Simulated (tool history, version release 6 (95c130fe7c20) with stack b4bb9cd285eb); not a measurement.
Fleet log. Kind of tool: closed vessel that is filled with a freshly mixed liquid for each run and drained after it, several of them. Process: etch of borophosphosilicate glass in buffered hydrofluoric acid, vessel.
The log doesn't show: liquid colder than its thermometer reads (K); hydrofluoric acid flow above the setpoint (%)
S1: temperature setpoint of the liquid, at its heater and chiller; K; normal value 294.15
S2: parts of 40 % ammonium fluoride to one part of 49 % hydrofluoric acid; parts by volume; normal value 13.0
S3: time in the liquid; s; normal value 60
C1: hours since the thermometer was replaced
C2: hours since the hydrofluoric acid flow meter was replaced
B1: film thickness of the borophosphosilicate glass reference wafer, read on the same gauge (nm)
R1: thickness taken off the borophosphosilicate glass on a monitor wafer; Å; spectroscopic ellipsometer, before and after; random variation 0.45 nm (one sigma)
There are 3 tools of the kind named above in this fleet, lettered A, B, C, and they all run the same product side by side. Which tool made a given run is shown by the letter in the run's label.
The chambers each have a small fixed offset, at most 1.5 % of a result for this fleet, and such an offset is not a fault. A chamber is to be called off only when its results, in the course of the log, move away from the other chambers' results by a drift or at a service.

run   hour      S1    S2  S3      C1     C2      B1      R1
 1B    7.7  294.15  13.0  60   971.6  130.6  59.990  496.12
 2A   13.3  294.15  13.0  60   472.3  364.1  59.985  485.25
 3C   17.6  294.15  13.0  60  1157.1   18.4  59.988  498.40
 4C   21.1  294.15  13.0  60  1160.6   21.9  59.995  491.98
 5B   24.5  294.15  13.0  75   988.4  147.4  59.975  615.31
 6A   29.1  294.15  13.0  75   488.1  379.9  59.974  612.18
 7C   35.1  294.15  13.0  75  1174.6   35.9  60.041  624.66
 8B   41.0  294.15  13.0  60  1004.9  163.9  60.001  485.85
 9A   45.9  294.15  13.0  60   504.9  396.7  59.974  480.95
10B   53.3  294.15  13.0  60  1017.2  176.2  60.002  494.29
11A   59.3  294.15  13.0  60   518.3  410.1  60.036  475.24
12C   65.9  297.15  13.0  85  1205.4   66.7  60.019  819.56
13A   73.4  297.15  13.0  85   532.4  424.2  60.004  780.99
14B   80.9  297.15  13.0  85  1044.8  203.8  60.022  809.23
15C   88.1  294.15  13.0  60  1227.6   88.9  59.970  496.82
16A   91.8  294.15  13.0  60   550.8  442.6  59.975  462.11
17C   95.9  294.15  11.5  60  1235.4   96.7  59.977  557.84
18B  102.0  294.15  11.5  60  1065.9  224.9  59.983  554.43
19B  107.9  294.15  11.5  60  1071.8  230.8  59.926  558.85
20C  112.0  294.15   8.5  80  1251.5  112.8  59.973  978.05
21A  118.2  294.15   8.5  80   577.2  469.0  60.017  892.55
22A  123.4  294.15   8.5  80   582.4  474.2  60.023  902.95

Each of the 3 chambers runs these same settings next. Fill in every chamber's results:
23A  128.9  296.15  13.0  60               ?
23B  128.9  296.15  13.0  60               ?
23C  128.9  296.15  13.0  60               ?

run      R1
23A  512.00
23B  560.78
23C  564.13

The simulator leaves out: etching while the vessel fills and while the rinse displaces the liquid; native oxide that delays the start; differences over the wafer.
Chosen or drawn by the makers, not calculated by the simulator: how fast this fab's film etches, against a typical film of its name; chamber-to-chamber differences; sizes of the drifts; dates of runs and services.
